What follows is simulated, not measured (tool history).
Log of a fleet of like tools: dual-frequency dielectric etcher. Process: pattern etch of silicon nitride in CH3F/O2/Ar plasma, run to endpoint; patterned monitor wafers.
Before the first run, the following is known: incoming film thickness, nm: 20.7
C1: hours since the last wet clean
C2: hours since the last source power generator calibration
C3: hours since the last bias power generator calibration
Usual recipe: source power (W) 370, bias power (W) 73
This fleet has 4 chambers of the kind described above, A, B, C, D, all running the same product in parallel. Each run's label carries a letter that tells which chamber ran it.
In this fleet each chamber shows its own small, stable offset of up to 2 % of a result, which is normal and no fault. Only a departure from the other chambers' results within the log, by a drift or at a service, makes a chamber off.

Run 1B, day 0.525: usual settings; C1 110.1; C2 1427.2; C3 136.5. Result: endpoint time (s) 30.705.
Run 2D, day 0.788: usual settings; C1 335.5; C2 690.6; C3 2629.8. Result: endpoint time (s) 30.914.
Run 3A, day 1.333: usual settings; C1 152.7; C2 1489.7; C3 557.6. Result: endpoint time (s) 30.814.
Run 4C, day 1.846: usual settings; C1 344.7; C2 311.1; C3 1627.7. Result: endpoint time (s) 31.401.
Run 5A, day 2.179: usual settings; C1 173; C2 1510; C3 577.9. Result: endpoint time (s) 30.742.
Run 6B, day 2.738: usual settings; C1 163.2; C2 1480.3; C3 189.6. Result: endpoint time (s) 30.885.
Run 7C, day 3.108: usual settings; C1 375; C2 341.4; C3 1658. Result: endpoint time (s) 31.098.
Run 8D, day 3.367: usual settings; C1 397.4; C2 752.5; C3 2691.7. Result: endpoint time (s) 30.637.
Run 9D, day 3.717: usual settings; C1 405.8; C2 760.9; C3 2700.1. Result: endpoint time (s) 30.805.
Run 10C, day 4.025: usual settings; C1 397; C2 363.4; C3 1680. Result: endpoint time (s) 31.061.
Run 11B, day 4.479: usual settings; C1 205; C2 1522.1; C3 231.4. Result: endpoint time (s) 30.659.
Run 12A, day 4.862: usual settings; C1 237.4; C2 1574.4; C3 642.3. Result: endpoint time (s) 30.677.
Run 13C, day 5.454: usual settings; C1 431.3; C2 397.7; C3 1714.3. Result: endpoint time (s) 31.209.
Run 14B, day 5.988: usual settings; C1 241.2; C2 1558.3; C3 267.6. Result: endpoint time (s) 30.931.
Run 15A, day 6.379: usual settings but source power (W) 440, bias power (W) 56; C1 273.8; C2 1610.8; C3 678.7. Result: endpoint time (s) 31.38.
Run 16D, day 6.65: usual settings but source power (W) 440, bias power (W) 56; C1 476.2; C2 831.3; C3 2770.5. Result: endpoint time (s) 31.453.
Run 17C, day 7.1: usual settings but source power (W) 440, bias power (W) 56; C1 470.8; C2 437.2; C3 1753.8. Result: endpoint time (s) 31.808.
At day 7.438: chamber C: wet clean of the chamber.
Run 18B, day 7.554: usual settings but source power (W) 440, bias power (W) 56; C1 278.8; C2 1595.9; C3 305.2. Result: endpoint time (s) 31.402.
Run 19A, day 7.871: usual settings but source power (W) 430, bias power (W) 79; C1 309.6; C2 1646.6; C3 714.5. Result: endpoint time (s) 28.384.
Run 20D, day 8.404: usual settings but source power (W) 430, bias power (W) 79; C1 518.3; C2 873.4; C3 2812.6. Result: endpoint time (s) 28.128.
Run 21B, day 8.992: usual settings but source power (W) 430, bias power (W) 79; C1 313.3; C2 1630.4; C3 339.7. Result: endpoint time (s) 28.202.
Run 22C, day 9.375: usual settings but source power (W) 430, bias power (W) 79; C1 46.5; C2 491.8; C3 1808.4. Result: endpoint time (s) 28.534.
Run 23A, day 9.867: usual settings; C1 357.5; C2 1694.5; C3 762.4. Result: endpoint time (s) 30.906.
Run 24D, day 10.329: usual settings; C1 564.5; C2 919.6; C3 2858.8. Result: endpoint time (s) 30.367.
Run 25D, day 10.683: usual settings; C1 573; C2 928.1; C3 2867.3. Result: endpoint time (s) 30.661.
Run 26A, day 11.104: usual settings; C1 387.2; C2 1724.2; C3 792.1. Result: endpoint time (s) 30.381.
Run 27C, day 11.617: usual settings; C1 100.3; C2 545.6; C3 1862.2. Result: endpoint time (s) 31.279.
At day 11.95: chamber A: wet clean of the chamber.
Run 28B, day 11.958: usual settings; C1 384.5; C2 1701.6; C3 410.9. Result: endpoint time (s) 30.773.
Run 29B, day 12.242: usual settings; C1 391.3; C2 1708.4; C3 417.7. Result: endpoint time (s) 30.739.
At day 12.3: chamber B: wet clean of the chamber.
Run 30A, day 12.6: usual settings; C1 15.7; C2 1760.1; C3 828. Result: endpoint time (s) 30.464.
At day 12.833: chamber B: source power generator calibrated.
Run 31D, day 13.067: usual settings; C1 630.2; C2 985.3; C3 2924.5. Result: endpoint time (s) 30.352.
Run 32C, day 13.404: usual settings; C1 143.2; C2 588.5; C3 1905.1. Result: endpoint time (s) 31.273.
Run 33C, day 13.667: usual settings; C1 149.5; C2 594.8; C3 1911.4. Result: endpoint time (s) 31.067.
Run 34D, day 14.258: usual settings; C1 658.8; C2 1013.9; C3 2953.1. Result: endpoint time (s) 30.274.
Run 35B, day 14.85: usual settings; C1 61.2; C2 48.4; C3 480.3. Result: endpoint time (s) 30.884.
Run 36A, day 15.354: usual settings but source power (W) 320; C1 81.8; C2 1826.2; C3 894.1. Result: endpoint time (s) 32.319.
Run 37C, day 15.825: usual settings but source power (W) 320; C1 201.3; C2 646.6; C3 1963.2. Result: endpoint time (s) 32.588.
Run 38B, day 16.346: usual settings but source power (W) 320; C1 97.1; C2 84.3; C3 516.2. Result: endpoint time (s) 32.628.
Run 39D, day 16.612: usual settings but source power (W) 320; C1 715.3; C2 1070.4; C3 3009.6. Result: endpoint time (s) 31.817.
Run 40A, day 17.125: usual settings; C1 124.3; C2 1868.7; C3 936.6. Result: endpoint time (s) 30.715.
Run 41B, day 17.438: usual settings; C1 123.3; C2 110.5; C3 542.4. Result: endpoint time (s) 30.853.
Run 42C, day 18.033: usual settings; C1 254.3; C2 699.6; C3 2016.2. Result: endpoint time (s) 31.212.

Each of the 4 chambers runs these same settings next. Fill in every chamber's results:
Run 43A, day 18.458: usual settings. Result: endpoint time (s) ?.
Run 43B, day 18.458: usual settings. Result: endpoint time (s) ?.
Run 43C, day 18.458: usual settings. Result: endpoint time (s) ?.
Run 43D, day 18.458: usual settings. Result: endpoint time (s) ?.

run  endpoint time (s)
43A             30.742
43B             30.846
43C             31.268
43D             29.956
